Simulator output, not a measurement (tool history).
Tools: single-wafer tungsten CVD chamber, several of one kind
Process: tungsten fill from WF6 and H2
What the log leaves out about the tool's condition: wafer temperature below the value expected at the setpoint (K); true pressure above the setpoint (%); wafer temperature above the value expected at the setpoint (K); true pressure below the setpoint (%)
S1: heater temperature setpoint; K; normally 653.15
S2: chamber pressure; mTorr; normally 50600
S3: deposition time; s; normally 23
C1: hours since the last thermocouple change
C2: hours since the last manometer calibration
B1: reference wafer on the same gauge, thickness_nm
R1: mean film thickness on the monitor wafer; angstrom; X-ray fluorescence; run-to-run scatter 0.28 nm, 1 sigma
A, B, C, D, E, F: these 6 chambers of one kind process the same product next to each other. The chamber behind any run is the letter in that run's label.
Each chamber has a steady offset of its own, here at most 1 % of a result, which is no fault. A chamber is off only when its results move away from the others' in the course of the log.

run 1C hour=7.7 | S1=653.15 S2=50600 S3=23 | C1=308.2 C2=1269.9 | B1=47.141 | R1=573.84
run 2E hour=16.5 | S1=653.15 S2=50600 S3=23 | C1=1164.8 C2=773 | B1=47.139 | R1=585.06
run 3B hour=25.6 | S1=653.15 S2=50600 S3=23 | C1=779.6 C2=364.6 | B1=47.194 | R1=569.03
run 4A hour=39.7 | S1=653.15 S2=50600 S3=23 | C1=659.8 C2=935.7 | B1=47.183 | R1=574.71
run 5D hour=54.1 | S1=653.15 S2=50600 S3=23 | C1=1171.6 C2=757.9 | B1=47.183 | R1=580.97
run 6F hour=65.5 | S1=643.15 S2=50600 S3=20.1 | C1=422.8 C2=620.6 | B1=47.21 | R1=407.08
run 7F hour=76.2 | S1=643.15 S2=50600 S3=20.1 | C1=433.5 C2=631.3 | B1=47.263 | R1=410.73
run 8C hour=84.5 | S1=643.15 S2=50600 S3=20.1 | C1=385 C2=1346.7 | B1=47.159 | R1=408.73
run 9A hour=96.8 | S1=643.15 S2=50600 S3=20.1 | C1=716.9 C2=992.8 | B1=47.235 | R1=408.18
run 10D hour=106.5 | S1=643.15 S2=50600 S3=20.1 | C1=1224 C2=810.3 | B1=47.244 | R1=413.05
run 11E hour=121.2 | S1=643.15 S2=50600 S3=20.1 | C1=1269.5 C2=877.7 | B1=47.206 | R1=413.56
run 12B hour=130.6 | S1=653.15 S2=50600 S3=23 | C1=884.6 C2=469.6 | B1=47.212 | R1=575.35
-- hour=140.3 chamber A: capacitance manometer re-zeroed and calibrated
run 13B hour=142.5 | S1=653.15 S2=50600 S3=23 | C1=896.5 C2=481.5 | B1=47.193 | R1=567.94
run 14A hour=150.1 | S1=646.15 S2=45900 S3=23 | C1=770.2 C2=9.8 | B1=47.173 | R1=479.29
run 15E hour=157.7 | S1=646.15 S2=45900 S3=23 | C1=1306 C2=914.2 | B1=47.232 | R1=485.94
run 16F hour=168.6 | S1=646.15 S2=45900 S3=23 | C1=525.9 C2=723.7 | B1=47.154 | R1=481.62
run 17C hour=181.7 | S1=646.15 S2=45900 S3=23 | C1=482.2 C2=1443.9 | B1=47.188 | R1=480.04
run 18D hour=190.7 | S1=646.15 S2=45900 S3=23 | C1=1308.2 C2=894.5 | B1=47.198 | R1=481.19
run 19D hour=200.3 | S1=646.15 S2=45900 S3=23 | C1=1317.8 C2=904.1 | B1=47.231 | R1=479.96
run 20F hour=212.8 | S1=653.15 S2=50600 S3=23 | C1=570.1 C2=767.9 | B1=47.177 | R1=577.79
run 21A hour=225.5 | S1=653.15 S2=50600 S3=23 | C1=845.6 C2=85.2 | B1=47.207 | R1=585.41
run 22E hour=235.8 | S1=653.15 S2=50600 S3=23 | C1=1384.1 C2=992.3 | B1=47.242 | R1=581.59
run 23B hour=247.2 | S1=653.15 S2=50600 S3=23 | C1=1001.2 C2=586.2 | B1=47.192 | R1=576.96
run 24C hour=258.2 | S1=653.15 S2=50600 S3=23 | C1=558.7 C2=1520.4 | B1=47.244 | R1=585.57
run 25D hour=265.3 | S1=653.15 S2=50600 S3=23 | C1=1382.8 C2=969.1 | B1=47.156 | R1=572.58
run 26C hour=273 | S1=653.15 S2=50600 S3=23 | C1=573.5 C2=1535.2 | B1=47.167 | R1=584.36
run 27E hour=285.3 | S1=653.15 S2=50600 S3=23 | C1=1433.6 C2=1041.8 | B1=47.264 | R1=581.73
-- hour=286.1 chamber E: capacitance manometer re-zeroed and calibrated
run 28B hour=298.5 | S1=653.15 S2=50600 S3=23 | C1=1052.5 C2=637.5 | B1=47.219 | R1=580.83
run 29F hour=310.5 | S1=653.15 S2=50600 S3=23 | C1=667.8 C2=865.6 | B1=47.217 | R1=573.13
run 30A hour=319.6 | S1=653.15 S2=50600 S3=23 | C1=939.7 C2=179.3 | B1=47.181 | R1=575.62
run 31D hour=329.3 | S1=653.15 S2=50600 S3=23 | C1=1446.8 C2=1033.1 | B1=47.22 | R1=580.3
run 32A hour=336.6 | S1=653.15 S2=50600 S3=23 | C1=956.7 C2=196.3 | B1=47.162 | R1=578.44
run 33E hour=351.2 | S1=653.15 S2=50600 S3=23 | C1=1499.5 C2=65.1 | B1=47.245 | R1=579.97
run 34F hour=362.5 | S1=653.15 S2=50600 S3=23 | C1=719.8 C2=917.6 | B1=47.203 | R1=576.95
run 35B hour=372.6 | S1=653.15 S2=50600 S3=23 | C1=1126.6 C2=711.6 | B1=47.204 | R1=586.44
run 36C hour=386.3 | S1=653.15 S2=50600 S3=23 | C1=686.8 C2=1648.5 | B1=47.209 | R1=576.04
run 37A hour=399.2 | S1=653.15 S2=50600 S3=23 | C1=1019.3 C2=258.9 | B1=47.21 | R1=574.66
run 38D hour=408.3 | S1=647.15 S2=45100 S3=23 | C1=1525.8 C2=1112.1 | B1=47.209 | R1=484.39
run 39B hour=419.3 | S1=647.15 S2=45100 S3=23 | C1=1173.3 C2=758.3 | B1=47.173 | R1=502.1
run 40C hour=430.2 | S1=647.15 S2=45100 S3=23 | C1=730.7 C2=1692.4 | B1=47.163 | R1=487.28
run 41F hour=442.8 | S1=647.15 S2=45100 S3=23 | C1=800.1 C2=997.9 | B1=47.278 | R1=484.01
run 42E hour=450.1 | S1=647.15 S2=45100 S3=23 | C1=1598.4 C2=164 | B1=47.187 | R1=488.78
run 43E hour=459.5 | S1=647.15 S2=45100 S3=23 | C1=1607.8 C2=173.4 | B1=47.181 | R1=486.63

The same settings go to every chamber for the next run, one line per chamber below. Forecast the results for each:
run 44A hour=470.4 | S1=653.15 S2=50600 S3=23 | R1=?
run 44B hour=470.4 | S1=653.15 S2=50600 S3=23 | R1=?
run 44C hour=470.4 | S1=653.15 S2=50600 S3=23 | R1=?
run 44D hour=470.4 | S1=653.15 S2=50600 S3=23 | R1=?
run 44E hour=470.4 | S1=653.15 S2=50600 S3=23 | R1=?
run 44F hour=470.4 | S1=653.15 S2=50600 S3=23 | R1=?

run=44A R1=573.01
run=44B R1=604.62
run=44C R1=578.78
run=44D R1=580.61
run=44E R1=580.35
run=44F R1=578.42

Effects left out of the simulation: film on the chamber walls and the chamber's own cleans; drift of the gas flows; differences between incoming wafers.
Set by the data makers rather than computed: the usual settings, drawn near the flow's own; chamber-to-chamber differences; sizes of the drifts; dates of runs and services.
